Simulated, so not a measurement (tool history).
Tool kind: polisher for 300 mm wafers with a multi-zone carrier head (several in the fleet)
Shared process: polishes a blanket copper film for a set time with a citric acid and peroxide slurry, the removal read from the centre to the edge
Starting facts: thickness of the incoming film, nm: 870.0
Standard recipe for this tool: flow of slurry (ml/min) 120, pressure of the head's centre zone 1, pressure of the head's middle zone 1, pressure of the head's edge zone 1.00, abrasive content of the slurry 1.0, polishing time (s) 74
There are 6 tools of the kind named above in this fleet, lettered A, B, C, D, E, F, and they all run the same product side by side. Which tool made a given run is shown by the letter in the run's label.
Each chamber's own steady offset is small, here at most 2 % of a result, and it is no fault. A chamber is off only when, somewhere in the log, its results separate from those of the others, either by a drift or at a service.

run	day	flow of slurry (ml/min)	pressure of the head's centre zone	pressure of the head's middle zone	pressure of the head's edge zone	abrasive content of the slurry	polishing time (s)	film removed at the wafer's centre (nm)	film removed at mid-radius (nm)	film removed at the wafer's edge (nm)
# day 0.096: chamber C: worn pad replaced by a new one
1E	0.171	120	1	1	1.00	1.0	74	202.22	198.88	201.79
# day 0.196: chamber E: worn pad replaced by a new one
2D	0.304	120	1	1	1.00	1.0	74	209.46	204.64	197.50
3C	0.475	120	1	1	1.00	1.0	74	208.12	208.41	206.17
4A	0.554	120	1	1	1.00	1.0	74	201.62	215.49	203.20
5F	0.650	120	1	1	1.00	1.0	74	201.58	208.41	209.31
# day 0.796: chamber A: worn pad replaced by a new one
6B	0.804	120	1	1	1.00	1.0	74	205.95	202.84	208.77
7D	0.892	120	1	1	1.00	1.0	74	206.19	198.94	204.56
8B	0.971	120	1	1	1.00	1.0	74	199.52	201.92	206.06
9C	1.133	120	1	1	1.00	1.0	74	208.01	204.02	202.46
10A	1.308	120	1	1	1.00	0.9	74	198.69	199.10	197.60
11E	1.462	120	1	1	1.00	0.9	74	197.48	199.31	202.44
12F	1.550	120	1	1	1.00	0.9	74	198.81	200.64	201.00
# day 1.567: chamber B: slurry nozzle cleaned
13E	1.704	120	1	1	1.00	0.9	74	202.21	203.87	199.52
14C	1.792	120	1	1	1.00	0.9	74	202.27	197.49	194.20
# day 1.833: chamber C: worn pad replaced by a new one
15A	1.938	120	1	1	1.00	0.9	74	199.48	208.21	199.09
16D	2.062	120	1	1	1.00	1.0	74	207.38	202.52	197.28
17B	2.179	120	1	1	1.00	1.0	74	201.33	206.37	204.87
18F	2.346	120	1	1	1.00	1.0	74	204.13	204.39	203.21
19A	2.479	120	1	1	1.00	1.0	74	202.26	206.95	203.55
20F	2.571	120	1	1	1.00	1.0	74	202.35	208.35	204.34
# day 2.650: chamber E: worn pad replaced by a new one
# day 2.667: chamber D: worn pad replaced by a new one
21B	2.717	120	1	1	1.07	1.0	74	205.23	203.91	217.69
22C	2.804	120	1	1	1.07	1.0	74	208.93	205.35	210.83
23D	2.967	120	1	1	1.07	1.0	74	203.32	201.68	211.33
# day 3.000: chamber D: centre zone pressure recalibrated
# day 3.012: chamber A: worn pad replaced by a new one
24E	3.125	120	1	1	1.07	1.0	74	207.48	206.53	212.77
25A	3.208	120	1	1	1.07	1.0	74	199.25	208.50	208.81
# day 3.229: chamber F: centre zone pressure recalibrated
# day 3.292: chamber B: worn pad replaced by a new one
26E	3.338	120	1	1	1.07	1.0	74	203.68	205.91	212.82
27D	3.508	120	1	1	1.00	1.0	74	224.48	203.42	200.68
28F	3.662	120	1	1	1.00	1.0	74	204.79	201.63	205.01
# day 3.762: chamber C: worn pad replaced by a new one
29B	3.808	120	1	1	1.00	1.0	74	205.60	202.42	204.08
30C	3.904	120	1	1	1.00	1.0	74	208.17	206.71	199.08
31A	4.042	140	1	1	1.10	1.0	74	208.82	210.65	221.26
32C	4.129	140	1	1	1.10	1.0	74	217.38	213.20	226.31
33F	4.292	140	1	1	1.10	1.0	74	211.19	212.44	219.18
34B	4.375	140	1	1	1.10	1.0	74	208.61	212.47	226.10
# day 4.412: chamber F: worn pad replaced by a new one
35D	4.546	140	1	1	1.10	1.0	74	234.98	210.82	218.26
36E	4.688	140	1	1	1.10	1.0	74	214.02	214.31	222.84
37F	4.783	120	1	1	1.00	1.0	74	202.23	210.52	204.97
# day 4.888: chamber E: worn pad replaced by a new one
38A	4.921	120	1	1	1.00	1.0	74	201.32	205.15	206.40
39E	5.050	120	1	1	1.10	1.0	74	201.08	207.48	223.49
40C	5.204	120	1	1	1.10	1.0	74	207.99	203.04	217.24

Has any chamber moved away from the others, gradually or after a service, or does the common gauge drift, or do the chambers differ only by their own small steady offsets? State the chamber and the most likely cause if one applies.

A service left chamber D off against the others.
Most likely cause: centre zone's pressure above its setpoint, % = 7.59.

Which of the 4 candidates below, each the usual settings with something changed and its results left as question marks, puts chamber D back in line with what the other chambers give on the usual settings?
Counts as in line when no further than this from what the other chambers average on the usual settings: film removed at the wafer's centre (nm) 7.30; film removed at mid-radius (nm) 11.00; film removed at the wafer's edge (nm) 10.00
41D-1	5.329	120	1.02	0.99	0.99	1.0	74	?	?	?
41D-2	5.329	120	0.98	1.01	1.01	1.0	74	?	?	?
41D-3	5.329	115	0.92	1.02	1.02	1.0	74	?	?	?
41D-4	5.329	125	1.08	0.98	0.98	1.0	74	?	?	?

Other chambers, usual settings, mean: film removed at the wafer's centre (nm) 203.94; film removed at mid-radius (nm) 205.73; film removed at the wafer's edge (nm) 205.04
run	film removed at the wafer's centre (nm)	film removed at mid-radius (nm)	film removed at the wafer's edge (nm)
41D-1	226.44	200.22	200.84
41D-2	216.97	204.03	202.90
41D-3	200.38	203.89	202.49
41D-4	243.28	200.14	201.13
It is 41D-3 that realigns the chamber with its peers.
